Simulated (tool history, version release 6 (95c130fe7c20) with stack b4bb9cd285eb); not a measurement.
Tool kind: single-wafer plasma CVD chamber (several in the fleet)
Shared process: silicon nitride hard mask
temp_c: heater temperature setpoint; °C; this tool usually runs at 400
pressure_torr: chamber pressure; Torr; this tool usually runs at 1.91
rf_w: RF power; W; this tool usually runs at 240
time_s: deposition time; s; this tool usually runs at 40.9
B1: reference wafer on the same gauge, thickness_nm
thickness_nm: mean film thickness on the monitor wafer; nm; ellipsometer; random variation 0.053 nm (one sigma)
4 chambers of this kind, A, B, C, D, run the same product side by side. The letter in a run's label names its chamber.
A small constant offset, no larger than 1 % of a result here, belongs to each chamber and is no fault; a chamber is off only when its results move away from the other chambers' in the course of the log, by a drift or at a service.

{"run": "1B", "hour": 10.7, "temp_c": 400, "pressure_torr": 1.91, "rf_w": 240, "time_s": 40.9, "B1": 35.495, "thickness_nm": 42.718}
{"run": "2D", "hour": 27.2, "temp_c": 400, "pressure_torr": 1.91, "rf_w": 240, "time_s": 40.9, "B1": 35.473, "thickness_nm": 42.525}
{"hour": 31.2, "done": "chamber B: RF generator calibrated"}
{"run": "3A", "hour": 37.1, "temp_c": 400, "pressure_torr": 1.91, "rf_w": 240, "time_s": 40.9, "B1": 35.483, "thickness_nm": 41.952}
{"run": "4C", "hour": 51.3, "temp_c": 400, "pressure_torr": 1.91, "rf_w": 240, "time_s": 40.9, "B1": 35.486, "thickness_nm": 42.246}
{"run": "5C", "hour": 66.5, "temp_c": 400, "pressure_torr": 1.91, "rf_w": 240, "time_s": 40.9, "B1": 35.476, "thickness_nm": 42.3}
{"run": "6D", "hour": 77.1, "temp_c": 400, "pressure_torr": 1.91, "rf_w": 240, "time_s": 40.9, "B1": 35.474, "thickness_nm": 42.459}
{"run": "7B", "hour": 91.2, "temp_c": 400, "pressure_torr": 1.91, "rf_w": 240, "time_s": 40.9, "B1": 35.476, "thickness_nm": 42.812}
{"run": "8A", "hour": 107.0, "temp_c": 400, "pressure_torr": 1.91, "rf_w": 240, "time_s": 40.9, "B1": 35.456, "thickness_nm": 41.988}
{"run": "9A", "hour": 120.9, "temp_c": 400, "pressure_torr": 1.91, "rf_w": 240, "time_s": 40.9, "B1": 35.453, "thickness_nm": 41.857}
{"run": "10B", "hour": 133.7, "temp_c": 400, "pressure_torr": 1.91, "rf_w": 240, "time_s": 40.9, "B1": 35.456, "thickness_nm": 42.656}
{"run": "11D", "hour": 143.9, "temp_c": 400, "pressure_torr": 1.91, "rf_w": 240, "time_s": 40.9, "B1": 35.435, "thickness_nm": 42.458}
{"run": "12C", "hour": 157.0, "temp_c": 400, "pressure_torr": 1.91, "rf_w": 240, "time_s": 40.9, "B1": 35.435, "thickness_nm": 42.243}
{"run": "13D", "hour": 169.8, "temp_c": 400, "pressure_torr": 1.91, "rf_w": 240, "time_s": 40.9, "B1": 35.428, "thickness_nm": 42.402}
{"run": "14A", "hour": 183.9, "temp_c": 400, "pressure_torr": 1.91, "rf_w": 240, "time_s": 40.9, "B1": 35.438, "thickness_nm": 41.918}
{"run": "15C", "hour": 194.2, "temp_c": 394, "pressure_torr": 1.91, "rf_w": 240, "time_s": 40.9, "B1": 35.437, "thickness_nm": 42.188}
{"run": "16B", "hour": 210.4, "temp_c": 394, "pressure_torr": 1.91, "rf_w": 240, "time_s": 40.9, "B1": 35.426, "thickness_nm": 42.784}
{"run": "17A", "hour": 218.0, "temp_c": 394, "pressure_torr": 1.91, "rf_w": 240, "time_s": 40.9, "B1": 35.419, "thickness_nm": 42.013}
{"run": "18D", "hour": 233.0, "temp_c": 394, "pressure_torr": 1.91, "rf_w": 240, "time_s": 40.9, "B1": 35.416, "thickness_nm": 42.492}
{"run": "19B", "hour": 240.2, "temp_c": 400, "pressure_torr": 1.91, "rf_w": 240, "time_s": 46.9, "B1": 35.409, "thickness_nm": 48.947}
{"run": "20C", "hour": 256.1, "temp_c": 400, "pressure_torr": 1.91, "rf_w": 240, "time_s": 46.9, "B1": 35.391, "thickness_nm": 48.336}
{"run": "21A", "hour": 271.0, "temp_c": 400, "pressure_torr": 1.91, "rf_w": 240, "time_s": 46.9, "B1": 35.407, "thickness_nm": 48.066}
{"run": "22C", "hour": 285.5, "temp_c": 400, "pressure_torr": 1.91, "rf_w": 240, "time_s": 46.9, "B1": 35.392, "thickness_nm": 48.377}
{"run": "23D", "hour": 292.7, "temp_c": 393, "pressure_torr": 1.91, "rf_w": 240, "time_s": 35.9, "B1": 35.385, "thickness_nm": 37.386}
{"hour": 295.8, "done": "chamber A: capacitance manometer re-zeroed and calibrated"}
{"run": "24B", "hour": 308.2, "temp_c": 393, "pressure_torr": 1.91, "rf_w": 240, "time_s": 35.9, "B1": 35.391, "thickness_nm": 37.545}
{"hour": 321.1, "done": "chamber D: thermocouple changed; heater temperature recalibrated"}
{"run": "25C", "hour": 321.6, "temp_c": 393, "pressure_torr": 1.91, "rf_w": 240, "time_s": 35.9, "B1": 35.382, "thickness_nm": 37.132}
{"run": "26D", "hour": 337.5, "temp_c": 393, "pressure_torr": 1.91, "rf_w": 240, "time_s": 35.9, "B1": 35.379, "thickness_nm": 37.224}
{"run": "27B", "hour": 351.6, "temp_c": 400, "pressure_torr": 1.91, "rf_w": 240, "time_s": 40.9, "B1": 35.36, "thickness_nm": 42.569}
{"run": "28A", "hour": 363.4, "temp_c": 400, "pressure_torr": 2.15, "rf_w": 240, "time_s": 40.9, "B1": 35.365, "thickness_nm": 43.252}
{"run": "29A", "hour": 376.0, "temp_c": 400, "pressure_torr": 2.15, "rf_w": 240, "time_s": 40.9, "B1": 35.355, "thickness_nm": 43.245}
{"run": "30B", "hour": 386.4, "temp_c": 400, "pressure_torr": 2.15, "rf_w": 240, "time_s": 40.9, "B1": 35.356, "thickness_nm": 43.979}
{"run": "31C", "hour": 398.1, "temp_c": 400, "pressure_torr": 2.15, "rf_w": 240, "time_s": 40.9, "B1": 35.343, "thickness_nm": 43.421}
{"run": "32D", "hour": 406.7, "temp_c": 400, "pressure_torr": 1.91, "rf_w": 240, "time_s": 40.9, "B1": 35.332, "thickness_nm": 42.356}
{"run": "33A", "hour": 416.8, "temp_c": 400, "pressure_torr": 1.91, "rf_w": 240, "time_s": 40.9, "B1": 35.339, "thickness_nm": 41.916}
{"run": "34D", "hour": 433.3, "temp_c": 400, "pressure_torr": 1.91, "rf_w": 240, "time_s": 40.9, "B1": 35.337, "thickness_nm": 42.288}
{"run": "35B", "hour": 448.8, "temp_c": 400, "pressure_torr": 1.91, "rf_w": 240, "time_s": 40.9, "B1": 35.314, "thickness_nm": 42.632}
{"run": "36C", "hour": 456.1, "temp_c": 412, "pressure_torr": 1.91, "rf_w": 240, "time_s": 46.3, "B1": 35.328, "thickness_nm": 47.421}
{"run": "37D", "hour": 465.4, "temp_c": 412, "pressure_torr": 1.91, "rf_w": 240, "time_s": 46.3, "B1": 35.313, "thickness_nm": 47.603}

What goes on in this fleet: one chamber off, a drifting gauge, or nothing beyond the chambers' own small offsets? Name the chamber and the cause, if any.

The gauge drifts, so all chambers seem to drift together. No chamber is off.
Most likely cause: gauge reads low (%) = 0.512.
